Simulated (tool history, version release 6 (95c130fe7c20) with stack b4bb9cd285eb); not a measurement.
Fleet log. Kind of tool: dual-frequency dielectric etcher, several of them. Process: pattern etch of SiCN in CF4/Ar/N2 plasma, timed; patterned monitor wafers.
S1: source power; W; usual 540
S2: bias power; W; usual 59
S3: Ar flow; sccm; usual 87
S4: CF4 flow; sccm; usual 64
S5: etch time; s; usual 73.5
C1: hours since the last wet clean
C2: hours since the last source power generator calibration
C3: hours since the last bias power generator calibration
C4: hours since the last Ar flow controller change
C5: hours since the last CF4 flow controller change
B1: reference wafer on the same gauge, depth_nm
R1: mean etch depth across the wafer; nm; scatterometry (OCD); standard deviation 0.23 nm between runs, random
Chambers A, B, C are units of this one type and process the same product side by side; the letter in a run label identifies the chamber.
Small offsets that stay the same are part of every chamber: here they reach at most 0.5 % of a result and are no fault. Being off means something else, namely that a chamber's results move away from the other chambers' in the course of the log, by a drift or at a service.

| run | hour | S1 | S2 | S3 | S4 | S5 | C1 | C2 | C3 | C4 | C5 | B1 | R1 |
|---|---|---|---|---|---|---|---|---|---|---|---|---|---|
| 1B | 6.1 | 540 | 59 | 87 | 64 | 73.5 | 474.8 | 594.4 | 1122.8 | 578.8 | 3771.8 | 65.602 | 69.643 |
|  | 7.9 | chamber B: CF4 flow controller replaced |
| 2C | 17.3 | 540 | 59 | 87 | 64 | 73.5 | 484 | 1786.9 | 1910.1 | 710.2 | 3854.7 | 65.615 | 69.576 |
| 3A | 30.8 | 540 | 59 | 87 | 64 | 73.5 | 239.8 | 1152.3 | 1091.9 | 2475.1 | 1983.8 | 65.619 | 70.128 |
| 4A | 38.1 | 540 | 59 | 87 | 64 | 73.5 | 247.1 | 1159.6 | 1099.2 | 2482.4 | 1991.1 | 65.611 | 70.163 |
| 5B | 48.7 | 540 | 59 | 87 | 64 | 73.5 | 517.4 | 637 | 1165.4 | 621.4 | 40.8 | 65.618 | 69.969 |
| 6C | 55.9 | 540 | 59 | 87 | 64 | 73.5 | 522.6 | 1825.5 | 1948.7 | 748.8 | 3893.3 | 65.634 | 69.872 |
| 7A | 64.1 | 540 | 59 | 87 | 64 | 73.5 | 273.1 | 1185.6 | 1125.2 | 2508.4 | 2017.1 | 65.594 | 70.19 |
| 8B | 70.5 | 540 | 59 | 87 | 64 | 73.5 | 539.2 | 658.8 | 1187.2 | 643.2 | 62.6 | 65.581 | 69.857 |
| 9C | 82.9 | 540 | 59 | 87 | 64 | 73.5 | 549.6 | 1852.5 | 1975.7 | 775.8 | 3920.3 | 65.588 | 69.706 |
| 10C | 92.9 | 490 | 59 | 87 | 64 | 65.5 | 559.6 | 1862.5 | 1985.7 | 785.8 | 3930.3 | 65.622 | 57.15 |
| 11A | 98.9 | 490 | 59 | 87 | 64 | 65.5 | 307.9 | 1220.4 | 1160 | 2543.2 | 2051.9 | 65.552 | 57.603 |
|  | 106.2 | chamber A: wet clean of the chamber |
| 12B | 109.6 | 490 | 59 | 87 | 64 | 65.5 | 578.3 | 697.9 | 1226.3 | 682.3 | 101.7 | 65.668 | 57.157 |
| 13C | 115.6 | 540 | 49 | 87 | 55 | 73.5 | 582.3 | 1885.2 | 2008.4 | 808.5 | 3953 | 65.623 | 63.7 |
|  | 123.8 | chamber B: wet clean of the chamber |
|  | 124.4 | chamber C: wet clean of the chamber |
| 14B | 125.8 | 540 | 49 | 87 | 55 | 73.5 | 2 | 714.1 | 1242.5 | 698.5 | 117.9 | 65.599 | 64.396 |
| 15A | 135.9 | 540 | 49 | 87 | 55 | 73.5 | 29.8 | 1257.4 | 1197 | 2580.2 | 2088.9 | 65.582 | 64.431 |
|  | 136.7 | chamber C: bias power generator calibrated |
| 16A | 143.6 | 540 | 59 | 87 | 64 | 73.5 | 37.5 | 1265.1 | 1204.7 | 2587.9 | 2096.6 | 65.636 | 69.98 |
| 17C | 150.2 | 540 | 59 | 87 | 64 | 73.5 | 25.8 | 1919.8 | 13.6 | 843.1 | 3987.6 | 65.594 | 71.163 |
|  | 151.7 | chamber A: CF4 flow controller replaced |
| 18B | 158.4 | 540 | 59 | 87 | 64 | 73.5 | 34.6 | 746.7 | 1275.1 | 731.1 | 150.5 | 65.617 | 70.351 |
| 19C | 169.3 | 540 | 59 | 87 | 64 | 73.5 | 44.9 | 1938.9 | 32.7 | 862.2 | 4006.7 | 65.633 | 71.776 |
| 20B | 182.2 | 440 | 53 | 87 | 64 | 73.5 | 58.4 | 770.5 | 1298.9 | 754.9 | 174.3 | 65.624 | 56.83 |
| 21A | 191.8 | 440 | 53 | 87 | 64 | 73.5 | 85.7 | 1313.3 | 1252.9 | 2636.1 | 40.2 | 65.64 | 56.483 |
| 22C | 202.5 | 440 | 53 | 87 | 64 | 73.5 | 78.1 | 1972.1 | 65.9 | 895.4 | 4039.9 | 65.697 | 57.744 |
| 23A | 211.5 | 540 | 59 | 87 | 64 | 73.5 | 105.4 | 1333 | 1272.6 | 2655.8 | 59.9 | 65.585 | 69.974 |
| 24B | 221.3 | 540 | 59 | 87 | 64 | 73.5 | 97.5 | 809.6 | 1338 | 794 | 213.4 | 65.679 | 69.778 |
| 25B | 229.4 | 540 | 59 | 87 | 64 | 57.5 | 105.6 | 817.7 | 1346.1 | 802.1 | 221.5 | 65.603 | 54.73 |
| 26C | 239.4 | 540 | 59 | 87 | 64 | 57.5 | 115 | 2009 | 102.8 | 932.3 | 4076.8 | 65.65 | 56.017 |
| 27A | 249.4 | 540 | 59 | 87 | 64 | 57.5 | 143.3 | 1370.9 | 1310.5 | 2693.7 | 97.8 | 65.603 | 54.956 |
| 28B | 255.5 | 540 | 59 | 87 | 64 | 73.5 | 131.7 | 843.8 | 1372.2 | 828.2 | 247.6 | 65.587 | 70.017 |
| 29C | 267.8 | 540 | 59 | 87 | 64 | 73.5 | 143.4 | 2037.4 | 131.2 | 960.7 | 4105.2 | 65.623 | 71.655 |
| 30A | 275.5 | 540 | 59 | 87 | 64 | 73.5 | 169.4 | 1397 | 1336.6 | 2719.8 | 123.9 | 65.639 | 70.544 |
| 31B | 284.6 | 540 | 59 | 87 | 64 | 73.5 | 160.8 | 872.9 | 1401.3 | 857.3 | 276.7 | 65.603 | 69.892 |
| 32A | 294.5 | 540 | 59 | 87 | 64 | 73.5 | 188.4 | 1416 | 1355.6 | 2738.8 | 142.9 | 65.613 | 70.167 |
| 33C | 300.4 | 540 | 59 | 87 | 64 | 73.5 | 176 | 2070 | 163.8 | 993.3 | 4137.8 | 65.581 | 71.771 |
| 34A | 310.5 | 540 | 59 | 87 | 64 | 73.5 | 204.4 | 1432 | 1371.6 | 2754.8 | 158.9 | 65.599 | 69.718 |

Read the log: is a single chamber off, either drifting away or since a service, is the gauge that measures every chamber drifting, or is nothing wrong beyond small per-chamber offsets? Name any odd chamber and what most likely caused it.

After it was serviced, chamber C no longer matches the other chambers.
Cause: etch rate over this chamber's usual, % = 2.61.

Chamber C could run next with any of the 4 candidate recipes listed below; each alters the usual settings, and their results appear as question marks. Which one brings its results back in line with what the other chambers deliver on the usual settings?
In line here means within this much of the mean the other chambers give on the usual settings: R1 0.82 nm
| 35C-1 | 320.2 | 540 | 59 | 87 | 55 | 73.5 |  |  |  |  |  |  | ? |
| 35C-2 | 320.2 | 540 | 59 | 87 | 64 | 75 |  |  |  |  |  |  | ? |
| 35C-3 | 320.2 | 570 | 59 | 87 | 64 | 73.5 |  |  |  |  |  |  | ? |
| 35C-4 | 320.2 | 530 | 59 | 87 | 64 | 71.5 |  |  |  |  |  |  | ? |

The other chambers' mean on the usual settings: R1 69.998 nm
| run | R1 |
|---|---|
| 35C-1 | 69.928 |
| 35C-2 | 73.134 |
| 35C-3 | 75.187 |
| 35C-4 | 68.577 |
35C-1 puts the chamber back in line with the other chambers.
